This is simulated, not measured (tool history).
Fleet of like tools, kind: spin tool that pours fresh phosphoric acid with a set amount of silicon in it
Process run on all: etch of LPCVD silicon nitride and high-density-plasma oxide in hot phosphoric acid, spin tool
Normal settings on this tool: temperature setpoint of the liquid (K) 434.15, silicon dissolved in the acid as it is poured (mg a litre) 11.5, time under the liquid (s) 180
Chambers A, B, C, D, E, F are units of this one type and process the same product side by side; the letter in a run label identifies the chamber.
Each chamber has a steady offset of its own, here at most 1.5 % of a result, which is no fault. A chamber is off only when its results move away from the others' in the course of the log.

run	day	temperature setpoint of the liquid (K)	silicon dissolved in the acid as it is poured (mg a litre)	time under the liquid (s)	hours since the thermometer was replaced	hours since the dissolved silicon flow meter was replaced	hours since the heated supply line was repaired	read-back film thickness of the LPCVD silicon nitride reference wafer, read on the same gauge (nm)	read-back film thickness of the high-density-plasma oxide reference wafer, read on the same gauge (nm)	thickness taken off the LPCVD silicon nitride on a monitor wafer (angstrom)	thickness taken off the high-density-plasma oxide on a monitor wafer (angstrom)
1E	0.312	434.15	11.5	180	763.4	106.6	1681.9	29.993	49.995	144.47	5.8406
2B	0.479	434.15	11.5	180	1387.9	536.1	211.6	30.027	49.965	148.03	5.8381
3A	0.733	434.15	11.5	180	233.8	2276.4	3319.9	30.045	49.987	145.48	5.8474
4C	0.95	434.15	11.5	180	994.4	364.9	856.4	30.032	49.994	147.88	5.3864
5F	1.138	434.15	11.5	180	570.1	314.9	2286.3	29.999	49.989	145.1	5.803
6D	1.371	434.15	11.5	180	981.9	1622.8	351.1	29.971	50.033	145.33	5.9761
7A	1.525	434.15	11.5	180	252.8	2295.4	3338.9	29.985	50.018	147.17	5.4089
8C	1.712	434.15	11.5	180	1012.7	383.2	874.7	30.002	49.994	148.15	5.8051
9B	2.021	434.15	11.5	180	1424.9	573.1	248.6	29.989	50.005	147.3	5.7575
10F	2.271	434.15	11.5	180	597.3	342.1	2313.5	29.989	50.013	144.99	5.5852
11D	2.571	432.65	11.5	285	1010.7	1651.6	379.9	29.942	50.018	220.16	8.4318
12E	2.862	432.65	11.5	285	824.6	167.8	1743.1	30.07	49.993	219.22	8.1753
13A	3.133	432.65	11.5	285	291.4	2334	3377.5	30.034	49.975	217.21	8.7485
14C	3.312	432.65	11.5	285	1051.1	421.6	913.1	29.967	50.002	226.16	8.3509
15B	3.508	432.65	11.5	285	1460.6	608.8	284.3	29.979	49.986	218.38	8.513
16D	3.729	432.65	11.5	285	1038.5	1679.4	407.7	30.004	49.996	223.5	7.6293
17F	3.958	434.15	4	180	637.8	382.6	2354	30.024	49.987	145.87	6.8604
18E	4.188	434.15	4	180	856.4	199.6	1774.9	30.005	49.987	146.22	6.9633
19C	4.479	434.15	4	180	1079.1	449.6	941.1	29.97	50.002	148.35	6.5909
20E	4.7	434.15	4	180	868.7	211.9	1787.2	30.004	50.004	144.84	7.2382
21D	4.921	434.15	4	180	1067.1	1708	436.3	30.025	50.021	144.71	6.5853
22A	5.167	434.15	4	180	340.2	2382.8	3426.3	29.984	49.981	145.74	6.5277
23F	5.354	434.15	11.5	180	671.3	416.1	2387.5	29.985	49.999	143.9	5.7973
24B	5.575	431.65	11.5	110	1510.2	658.4	333.9	30	49.998	82.651	2.8264
25B	5.8	431.65	11.5	110	1515.6	663.8	339.3	29.97	50.014	82.432	2.7931
26C	6.054	431.65	11.5	110	1116.9	487.4	978.9	29.985	50.014	82.959	3.0224
# day 6.096: chamber A: heated supply line repaired
# day 6.15: chamber E: heated supply line repaired
# day 6.271: chamber D: thermometer replaced
27D	6.338	431.65	11.5	110	1.6	1742	470.3	29.99	50.004	82.312	2.9975
28F	6.592	431.65	11.5	110	701	445.8	2417.2	30.024	50.017	81.686	2.9614
29E	6.829	431.65	11.5	110	919.8	263	16.3	30.019	49.997	82.159	2.9503
# day 7.088: chamber D: dissolved silicon flow meter replaced
30A	7.117	434.15	11.5	180	387	2429.6	24.6	29.965	50.002	145.65	5.6797
31D	7.383	434.15	11.5	180	26.7	7.2	495.4	29.998	50.018	146.27	6.08
32F	7.696	434.15	11.5	180	727.5	472.3	2443.7	30.016	50.008	147.47	5.7373
33C	7.983	434.15	11.5	180	1163.2	533.7	1025.2	29.978	50.02	147.5	5.6907
34E	8.283	434.15	11.5	180	954.7	297.9	51.2	30.032	49.984	147.68	5.8153
35B	8.558	434.15	11.5	180	1581.8	730	405.5	30.004	49.995	146.3	5.4426
36A	8.779	434.15	11.5	180	426.9	2469.5	64.5	29.985	50.013	142.9	5.8014
37A	8.979	434.15	11.5	180	431.7	2474.3	69.3	30.006	50.028	144.81	5.6647

All chambers now run identical settings, listed one chamber a line with results as question marks. What results will each chamber show?
38A	9.212	434.15	11.5	180						?	?
38B	9.212	434.15	11.5	180						?	?
38C	9.212	434.15	11.5	180						?	?
38D	9.212	434.15	11.5	180						?	?
38E	9.212	434.15	11.5	180						?	?
38F	9.212	434.15	11.5	180						?	?

run	thickness taken off the LPCVD silicon nitride on a monitor wafer (angstrom)	thickness taken off the high-density-plasma oxide on a monitor wafer (angstrom)
38A	145.93	5.6796
38B	148.74	6.1898
38C	147.49	5.7727
38D	147.06	5.2157
38E	145.72	4.962
38F	143.34	5.9003
